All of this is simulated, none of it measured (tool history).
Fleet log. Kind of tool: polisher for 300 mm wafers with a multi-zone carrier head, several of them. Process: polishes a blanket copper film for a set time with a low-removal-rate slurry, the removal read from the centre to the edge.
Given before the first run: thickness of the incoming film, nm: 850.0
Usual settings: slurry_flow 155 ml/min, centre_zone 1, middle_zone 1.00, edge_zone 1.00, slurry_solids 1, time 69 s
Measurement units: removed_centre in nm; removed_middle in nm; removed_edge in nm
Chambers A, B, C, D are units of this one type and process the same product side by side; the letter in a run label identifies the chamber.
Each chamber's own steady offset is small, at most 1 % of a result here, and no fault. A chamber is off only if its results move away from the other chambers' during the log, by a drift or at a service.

run,hour,slurry_flow,centre_zone,middle_zone,edge_zone,slurry_solids,time,wafers polished on this pad,hours since the slurry nozzle was cleaned,hours since the centre zone pressure was calibrated,hours since the edge zone pressure was calibrated,removed_centre,removed_middle,removed_edge
1A,12.4,155,1,1.00,1.00,1,69,834,278.4,469.1,592.4,221.12,218.62,217.95
2B,27.6,155,1,1.00,1.00,1,69,451,280.8,84.1,345.9,225.53,218.98,219.85
# hour 32.8: chamber A: worn pad replaced by a new one
3C,34.4,155,1,1.00,1.00,1,69,1096,199.4,66.6,408.4,224.93,221.26,220.66
# hour 41.1: chamber C: worn pad replaced by a new one
4D,43.8,155,1,1.00,1.00,1,69,695,294.6,307.7,456.4,220.54,219.97,219.84
5A,54.2,155,1,1.08,1.09,1,69,239,320.2,510.9,634.2,221.90,237.20,230.31
6D,67.6,155,1,1.08,1.09,1,69,960,318.4,331.5,480.2,224.62,236.55,228.64
7C,77.7,155,1,1.08,1.09,1,69,408,242.7,109.9,451.7,216.60,236.30,230.18
# hour 80.2: chamber B: worn pad replaced by a new one
8B,86.3,155,1,1.08,1.09,1,69,68,339.5,142.8,404.6,225.12,239.70,232.79
9B,93.8,155,1,1.00,1.00,1,69,152,347.0,150.3,412.1,217.23,222.14,225.17
10D,103.3,155,1,1.00,1.00,1,69,1359,354.1,367.2,515.9,222.67,219.00,220.84
# hour 116.1: chamber A: worn pad replaced by a new one
11C,118.0,155,1,1.00,1.00,1,69,858,283.0,150.2,492.0,220.65,221.75,221.95
12A,125.7,155,1,1.00,1.00,1,69,107,391.7,582.4,705.7,223.04,222.14,222.34
# hour 132.4: chamber D: centre zone pressure recalibrated
# hour 134.9: chamber C: worn pad replaced by a new one
13C,137.3,155,1,1.00,1.00,1,69,27,302.3,169.5,511.3,222.46,222.93,221.21
14B,146.0,155,1,1.00,1.00,1,69,734,399.2,202.5,464.3,227.48,222.26,220.17
# hour 151.1: chamber B: worn pad replaced by a new one
15A,153.4,155,1,1.00,1.00,1,69,416,419.4,610.1,733.4,222.08,223.69,222.35
# hour 158.5: chamber B: slurry nozzle cleaned
16D,160.8,155,1,1.00,1.00,1,69,2000,411.6,28.5,573.4,219.38,218.48,215.70
17A,169.5,155,1,1.00,1.00,1,69,596,435.5,626.2,749.5,220.87,223.34,224.73
# hour 173.5: chamber C: slurry nozzle cleaned
18C,176.9,155,1,1.00,1.00,1,69,469,3.4,209.1,550.9,216.30,221.56,218.83
# hour 181.8: chamber B: edge zone pressure recalibrated
# hour 183.7: chamber A: slurry nozzle cleaned
19D,191.2,155,1,1.00,1.00,1,69,2340,442.0,58.9,603.8,223.42,215.16,216.01
20B,201.0,155,1,1.00,1.00,1,69,557,42.5,257.5,19.3,219.97,220.91,224.15
# hour 205.4: chamber D: slurry nozzle cleaned
21B,209.3,155,1,1.00,1.00,1,69,649,50.8,265.8,27.6,226.59,221.41,220.27
# hour 214.0: chamber A: worn pad replaced by a new one
22C,218.1,155,1,1.00,1.00,1,69,929,44.6,250.3,592.1,227.77,221.99,219.24
23D,224.9,155,1,1.00,0.92,1,69,2716,19.6,92.6,637.5,214.08,213.85,205.10
# hour 225.1: chamber B: worn pad replaced by a new one
# hour 228.1: chamber C: worn pad replaced by a new one
24A,235.4,155,1,1.00,0.92,1,69,239,51.7,692.1,815.4,221.38,218.98,212.30
25D,249.8,155,1,1.00,0.92,1,69,2994,44.5,117.5,662.4,213.37,211.32,205.55
26A,259.8,155,1,1.00,0.92,1,69,511,76.1,716.5,839.8,222.41,223.88,213.43
27C,271.0,155,1,1.00,1.00,1,69,479,97.5,303.2,645.0,223.63,221.37,217.43
28B,285.3,155,1,1.05,1.00,1,92,672,126.8,341.8,103.6,300.55,310.00,295.42
29C,295.7,155,1,1.05,1.00,1,92,755,122.2,327.9,669.7,294.38,308.93,296.68
# hour 295.8: chamber A: worn pad replaced by a new one
# hour 306.9: chamber B: centre zone pressure recalibrated
30D,309.1,155,1,1.05,1.00,1,92,3655,103.8,176.8,721.7,278.60,286.85,275.39
# hour 311.7: chamber B: worn pad replaced by a new one
31A,320.1,155,1,1.05,1.00,1,92,271,136.4,776.8,900.1,297.09,310.16,297.65
# hour 325.3: chamber C: worn pad replaced by a new one
32B,329.0,155,1,1.00,1.00,1,69,193,170.5,22.1,147.3,222.27,223.63,221.71
# hour 338.3: chamber A: edge zone pressure recalibrated
33B,341.8,155,1,1.00,1.00,1,69,336,183.3,34.9,160.1,222.20,223.80,221.38
34C,351.9,155,1,1.09,1.08,1,69,297,178.4,384.1,725.9,223.19,240.22,227.57
# hour 359.9: chamber C: edge zone pressure recalibrated
35D,364.4,155,1,1.09,1.08,1,69,4273,159.1,232.1,777.0,202.71,216.27,207.82
36A,370.9,155,1,1.09,1.08,1,69,838,187.2,827.6,32.6,220.65,236.38,231.48
# hour 379.8: chamber A: worn pad replaced by a new one
37A,381.5,155,1,1.09,1.08,1,69,19,197.8,838.2,43.2,222.67,238.44,228.45
38C,395.2,155,1,1.00,1.00,1,69,780,221.7,427.4,35.3,217.31,220.19,219.13
39D,404.8,155,1,1.00,1.00,1,69,4723,199.5,272.5,817.4,200.41,195.14,201.13

All 4 chambers run these settings next. Forecast each chamber's results:
40A,415.7,170,1,1.00,1.00,1,69,,,,,?,?,?
40B,415.7,170,1,1.00,1.00,1,69,,,,,?,?,?
40C,415.7,170,1,1.00,1.00,1,69,,,,,?,?,?
40D,415.7,170,1,1.00,1.00,1,69,,,,,?,?,?

run,removed_centre,removed_middle,removed_edge
40A,222.73,223.94,221.68
40B,229.10,225.86,224.00
40C,228.79,226.02,220.84
40D,200.82,200.88,195.49

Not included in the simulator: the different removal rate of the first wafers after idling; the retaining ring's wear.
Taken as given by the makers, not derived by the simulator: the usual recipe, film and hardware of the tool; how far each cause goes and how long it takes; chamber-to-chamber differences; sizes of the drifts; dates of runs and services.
